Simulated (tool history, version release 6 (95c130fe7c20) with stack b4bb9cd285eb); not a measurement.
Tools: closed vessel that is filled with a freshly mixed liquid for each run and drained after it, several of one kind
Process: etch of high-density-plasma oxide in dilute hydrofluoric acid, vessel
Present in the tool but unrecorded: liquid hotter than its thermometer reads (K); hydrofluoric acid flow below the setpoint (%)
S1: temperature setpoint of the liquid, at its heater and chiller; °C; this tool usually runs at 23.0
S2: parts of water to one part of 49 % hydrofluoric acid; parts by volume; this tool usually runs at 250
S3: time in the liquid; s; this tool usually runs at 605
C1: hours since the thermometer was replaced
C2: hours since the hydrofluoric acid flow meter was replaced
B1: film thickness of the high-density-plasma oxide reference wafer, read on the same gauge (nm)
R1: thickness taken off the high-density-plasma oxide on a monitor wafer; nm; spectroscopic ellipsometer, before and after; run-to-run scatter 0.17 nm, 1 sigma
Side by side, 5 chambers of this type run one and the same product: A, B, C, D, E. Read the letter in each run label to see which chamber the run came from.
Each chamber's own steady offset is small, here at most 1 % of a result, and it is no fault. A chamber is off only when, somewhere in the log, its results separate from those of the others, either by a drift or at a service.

| run | hour | S1 | S2 | S3 | C1 | C2 | B1 | R1 |
|---|---|---|---|---|---|---|---|---|
| 1D | 5.6 | 23.0 | 250 | 605 | 89.7 | 484.6 | 130.00 | 20.232 |
| 2C | 9.7 | 23.0 | 250 | 605 | 1829.0 | 71.8 | 130.00 | 19.978 |
| 3A | 13.3 | 23.0 | 250 | 605 | 362.0 | 197.3 | 129.99 | 19.365 |
| 4B | 19.2 | 23.0 | 250 | 605 | 458.9 | 137.9 | 130.01 | 19.837 |
| 5E | 23.1 | 23.0 | 250 | 605 | 510.9 | 424.8 | 129.98 | 19.503 |
| 6C | 28.5 | 23.0 | 250 | 760 | 1847.8 | 90.6 | 129.99 | 25.036 |
| 7D | 32.9 | 23.0 | 250 | 760 | 117.0 | 511.9 | 130.01 | 24.708 |
| 8B | 39.4 | 23.0 | 250 | 760 | 479.1 | 158.1 | 130.01 | 24.605 |
| 9A | 46.2 | 23.0 | 250 | 760 | 394.9 | 230.2 | 129.96 | 24.672 |
| 10E | 50.5 | 23.0 | 250 | 760 | 538.3 | 452.2 | 129.98 | 24.593 |
| 11A | 54.7 | 23.0 | 250 | 605 | 403.4 | 238.7 | 129.99 | 19.619 |
| 12D | 59.0 | 23.0 | 250 | 880 | 143.1 | 538.0 | 129.99 | 28.849 |
| 13E | 62.3 | 23.0 | 250 | 880 | 550.1 | 464.0 | 129.98 | 29.244 |
| 14C | 67.4 | 23.0 | 250 | 880 | 1886.7 | 129.5 | 129.96 | 29.488 |
| 15B | 74.1 | 23.0 | 250 | 880 | 513.8 | 192.8 | 129.99 | 28.841 |
| 16B | 81.0 | 23.0 | 250 | 880 | 520.7 | 199.7 | 130.03 | 28.856 |
| 17C | 84.8 | 23.0 | 145 | 605 | 1904.1 | 146.9 | 130.01 | 37.339 |
| 18A | 87.8 | 23.0 | 145 | 605 | 436.5 | 271.8 | 130.01 | 37.261 |
| 19D | 91.3 | 23.0 | 145 | 605 | 175.4 | 570.3 | 129.97 | 37.369 |
| 20E | 97.3 | 23.0 | 145 | 605 | 585.1 | 499.0 | 129.99 | 37.524 |
| 21A | 101.9 | 23.0 | 145 | 605 | 450.6 | 285.9 | 129.97 | 37.881 |
| 22D | 107.0 | 23.0 | 250 | 605 | 191.1 | 586.0 | 130.00 | 19.412 |
| 23E | 113.8 | 23.0 | 150 | 605 | 601.6 | 515.5 | 130.00 | 36.004 |
| 24B | 119.1 | 23.0 | 150 | 605 | 558.8 | 237.8 | 130.00 | 36.936 |
| 25C | 122.4 | 23.0 | 150 | 605 | 1941.7 | 184.5 | 130.01 | 36.292 |
| 26D | 128.5 | 23.0 | 150 | 605 | 212.6 | 607.5 | 129.97 | 36.425 |
| 27C | 132.6 | 23.0 | 150 | 605 | 1951.9 | 194.7 | 129.97 | 35.857 |
| 28A | 136.2 | 23.0 | 250 | 605 | 484.9 | 320.2 | 130.00 | 19.876 |
| 29E | 141.8 | 23.0 | 250 | 605 | 629.6 | 543.5 | 129.99 | 19.423 |
| 30B | 147.7 | 23.0 | 250 | 605 | 587.4 | 266.4 | 130.02 | 20.109 |
| 31A | 154.5 | 23.0 | 250 | 605 | 503.2 | 338.5 | 129.99 | 19.726 |
| 32E | 161.3 | 27.0 | 250 | 605 | 649.1 | 563.0 | 129.99 | 22.385 |
| 33D | 165.2 | 27.0 | 250 | 605 | 249.3 | 644.2 | 130.03 | 22.774 |
| 34C | 171.5 | 27.0 | 250 | 605 | 1990.8 | 233.6 | 129.97 | 22.750 |
| 35B | 175.3 | 27.0 | 250 | 605 | 615.0 | 294.0 | 130.01 | 22.465 |
| 36A | 182.0 | 27.0 | 250 | 605 | 530.7 | 366.0 | 130.00 | 22.796 |
| 37D | 188.5 | 23.0 | 250 | 605 | 272.6 | 667.5 | 129.98 | 19.695 |
| 38B | 192.3 | 23.0 | 250 | 605 | 632.0 | 311.0 | 130.02 | 19.594 |
| 39C | 195.7 | 26.0 | 170 | 605 | 2015.0 | 257.8 | 130.02 | 35.424 |

One chamber off, gauge drift, or nothing amiss beyond the chambers' own small offsets? If it is a chamber, which one, and what is the likeliest cause?

No chamber stands off beyond its own small offset, and the gauge holds steady.
